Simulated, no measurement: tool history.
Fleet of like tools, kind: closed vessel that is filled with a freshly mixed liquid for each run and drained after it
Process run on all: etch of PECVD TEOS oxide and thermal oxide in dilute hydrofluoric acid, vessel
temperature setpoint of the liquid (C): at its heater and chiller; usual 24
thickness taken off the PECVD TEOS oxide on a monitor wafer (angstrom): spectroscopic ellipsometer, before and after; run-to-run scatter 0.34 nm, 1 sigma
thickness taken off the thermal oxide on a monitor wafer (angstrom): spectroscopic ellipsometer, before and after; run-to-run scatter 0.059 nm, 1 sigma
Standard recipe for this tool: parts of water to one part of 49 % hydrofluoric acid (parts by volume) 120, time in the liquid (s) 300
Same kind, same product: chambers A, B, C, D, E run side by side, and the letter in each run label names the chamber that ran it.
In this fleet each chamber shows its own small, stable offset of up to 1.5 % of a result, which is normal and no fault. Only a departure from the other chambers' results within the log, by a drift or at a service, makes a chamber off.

run,hour,temperature setpoint of the liquid (C),parts of water to one part of 49 % hydrofluoric acid (parts by volume),time in the liquid (s),"read-back film thickness of the PECVD TEOS oxide reference wafer, read on the same gauge (nm)","read-back film thickness of the thermal oxide reference wafer, read on the same gauge (nm)",thickness taken off the PECVD TEOS oxide on a monitor wafer (angstrom),thickness taken off the thermal oxide on a monitor wafer (angstrom)
# hour 8.5: chamber A: hydrofluoric acid flow meter replaced
1C,12.9,24,120,300,140,130.01,371.05,118.13
2E,25,24,120,300,140.02,130,375.31,118.68
3A,33,24,120,300,139.98,130.01,361.89,117.96
4D,40.5,24,120,300,140.02,130,371.23,117.47
5B,53.9,24,120,300,140,130,365.54,118.68
6E,66.7,24,120,300,140.01,130,369.82,118.53
7D,80.5,28,95,300,140,129.99,576.02,181.62
8C,96.1,28,95,300,139.99,130,566.99,181.18
9B,103.7,28,95,300,140.01,130.03,563.28,182.48
10A,120,28,95,300,139.99,130.02,556.83,177.88
11D,134,28,95,300,139.99,130.01,565.78,179.1
12E,147.4,24,120,300,140,130.01,367.09,119.09
13A,161.3,24,120,300,140.01,130.01,365.45,116.89
14B,169,24,120,300,140,130.01,365.73,118.06
# hour 170.4: chamber B: hydrofluoric acid flow meter replaced
15C,179.4,24,120,300,139.99,130.01,365.04,118.66
16A,187.8,24,120,300,140,129.99,367.36,118.44
17C,197.5,24,120,300,140.01,129.98,370.19,117.72
18D,210,24,120,300,140.01,130.01,375.15,118.51
19B,224.6,24,120,300,140,130.02,368.2,119.29
# hour 230.8: chamber A: thermometer replaced
20E,236.8,27,120,195,140,130,275.01,86.327
21B,249.7,27,120,195,139.99,130.02,269.67,86.612
22D,261.2,27,120,195,140.01,130,271,86.1
23C,269,27,120,195,140,129.99,267.09,85.153
24E,281,27,120,195,140.01,130.01,270.61,87.185
25A,295.1,24,120,300,140.01,130.01,365.89,116.53
26B,308,24,120,300,139.99,129.98,369.4,119.47
27A,317.2,24,120,300,140,130.01,364.05,116.29
# hour 323.4: chamber D: thermometer replaced
28E,332.5,24,85,435,140,130,773.65,249.25
29D,341.3,24,85,435,140,129.99,790.25,252.21
30C,355,24,85,435,140.02,130,787.88,253.14
31D,371.1,24,85,435,140.02,130,813.12,253.49
32B,382.6,24,85,435,140,129.99,782.74,257.05
33C,390.7,24,120,300,140,130,367.85,117.62
34A,402.5,24,120,300,140.02,130,363.32,116.99

Next, every chamber runs the same settings. What will each give?
35A,414.4,24,120,300,,,?,?
35B,414.4,24,120,300,,,?,?
35C,414.4,24,120,300,,,?,?
35D,414.4,24,120,300,,,?,?
35E,414.4,24,120,300,,,?,?

run,thickness taken off the PECVD TEOS oxide on a monitor wafer (angstrom),thickness taken off the thermal oxide on a monitor wafer (angstrom)
35A,370.86,117.32
35B,366.6,118.25
35C,368.74,117.89
35D,362.51,118.14
35E,371.51,117.49
